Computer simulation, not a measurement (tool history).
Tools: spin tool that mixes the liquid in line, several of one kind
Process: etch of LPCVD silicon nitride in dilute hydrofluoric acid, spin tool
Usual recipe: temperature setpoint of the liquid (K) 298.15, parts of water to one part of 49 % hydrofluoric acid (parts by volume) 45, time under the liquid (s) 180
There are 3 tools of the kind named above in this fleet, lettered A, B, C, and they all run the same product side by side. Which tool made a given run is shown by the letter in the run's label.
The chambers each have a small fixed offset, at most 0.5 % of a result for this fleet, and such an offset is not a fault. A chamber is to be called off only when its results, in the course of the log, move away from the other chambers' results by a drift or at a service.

run	hour	temperature setpoint of the liquid (K)	parts of water to one part of 49 % hydrofluoric acid (parts by volume)	time under the liquid (s)	hours since the thermometer was replaced	hours since the hydrofluoric acid flow meter was replaced	read-back film thickness of the LPCVD silicon nitride reference wafer, read on the same gauge (nm)	thickness taken off the LPCVD silicon nitride on a monitor wafer (nm)
1A	6	298.15	45	180	651.8	1249.8	69.994	2.235
2B	11.2	298.15	45	180	919.3	361.1	69.989	2.2799
3C	17.6	298.15	45	180	375.9	2306.9	70.004	2.231
# hour 20.1: chamber A: hydrofluoric acid flow meter replaced
4A	26.4	298.15	45	180	672.2	6.4	69.975	2.2436
5C	34.2	298.15	45	180	392.5	2323.5	70.02	2.2457
6B	41	298.15	45	180	949.1	390.9	69.973	2.2281
7A	49.4	298.15	45	125	695.2	29.4	70.017	1.5407
8B	58.8	298.15	45	125	966.9	408.7	70.016	1.5438
9C	68.8	298.15	45	125	427.1	2358.1	70.002	1.5413
# hour 77.4: chamber C: hydrofluoric acid flow meter replaced
10B	79.3	298.15	45	180	987.4	429.2	69.988	2.1993
11A	86.5	298.15	45	180	732.3	66.5	69.982	2.2364
12C	97	298.15	45	180	455.3	19.7	70.022	2.2709
13C	108.3	298.15	45	180	466.6	31	69.967	2.2695
14A	113.8	298.15	45	180	759.6	93.8	69.998	2.2362
15B	119.8	298.15	45	180	1027.9	469.7	70.006	2.2226
16B	130.1	298.15	45	180	1038.2	480	70.003	2.2248
17A	141.5	298.15	45	180	787.3	121.5	69.975	2.2306
18C	148.1	298.15	45	180	506.4	70.8	70.031	2.2782
19B	158.6	294.15	30	180	1066.7	508.5	70.02	2.4094
20A	168.6	294.15	30	180	814.4	148.6	70.025	2.5615
21C	176.8	294.15	30	180	535.1	99.5	69.996	2.5087
22B	186	298.15	45	180	1094.1	535.9	70.034	2.1726
# hour 187.9: chamber B: thermometer replaced
23A	196.5	298.15	45	180	842.3	176.5	69.993	2.2124
24C	204.4	298.15	55	180	562.7	127.1	70.003	1.8443
25B	215.9	298.15	55	180	28	565.8	69.99	1.7413
26A	224.8	298.15	55	180	870.6	204.8	70.005	1.8292
27C	232.4	294.15	55	180	590.7	155.1	69.991	1.4169
28B	238.2	294.15	55	180	50.3	588.1	70.004	1.3066
29C	247.5	294.15	55	180	605.8	170.2	70.046	1.4122
30A	253.4	298.15	45	180	899.2	233.4	69.953	2.2478
31B	258.7	298.15	45	180	70.8	608.6	70.048	2.0769
32C	265.6	298.15	45	180	623.9	188.3	70.017	2.2828
# hour 268.6: chamber C: thermometer replaced
33A	271.9	298.15	60	130	917.7	251.9	70.032	1.2081
34B	282.8	298.15	60	130	94.9	632.7	69.97	1.1314
35A	294.3	298.15	60	130	940.1	274.3	70.018	1.2158
36C	304.1	298.15	45	180	35.6	226.8	70.029	2.2562
37B	313.1	298.15	45	180	125.2	663	70.031	2.0775
38A	322.6	298.15	45	180	968.4	302.6	70.026	2.2219
39C	331.3	298.15	45	180	62.8	254	70	2.2331
40C	342.8	298.15	45	180	74.3	265.5	69.989	2.242
41B	348.5	298.15	45	270	160.6	698.4	69.986	3.0366
42A	358.4	298.15	45	270	1004.2	338.4	70.013	3.3304
43A	366.2	298.15	45	270	1012	346.2	69.977	3.3959

Does one chamber stand apart from the rest, does the shared gauge drift, or is all well apart from small per-chamber offsets? Give the chamber and the most likely cause, where there is one.

It is chamber B that slowly wanders off from its peers.
Cause: hydrofluoric acid flow below the setpoint (%) = 9.8.

Chamber B could run next with any of the 4 candidate recipes listed below; each alters the usual settings, and their results appear as question marks. Which one brings its results back in line with what the other chambers deliver on the usual settings?
In line means no further than this from the other chambers' mean on the usual settings: thickness taken off the LPCVD silicon nitride on a monitor wafer (nm) 0.072
44B-1	374.8	298.15	45	165				?
44B-2	374.8	297.65	45	180				?
44B-3	374.8	298.65	45	190				?
44B-4	374.8	298.65	45	180				?

The mean the other chambers reach with the usual settings: thickness taken off the LPCVD silicon nitride on a monitor wafer (nm) 2.2442
run	thickness taken off the LPCVD silicon nitride on a monitor wafer (nm)
44B-1	1.847
44B-2	1.9471
44B-3	2.1991
44B-4	2.0833
44B-3 puts the chamber back in line with the other chambers.

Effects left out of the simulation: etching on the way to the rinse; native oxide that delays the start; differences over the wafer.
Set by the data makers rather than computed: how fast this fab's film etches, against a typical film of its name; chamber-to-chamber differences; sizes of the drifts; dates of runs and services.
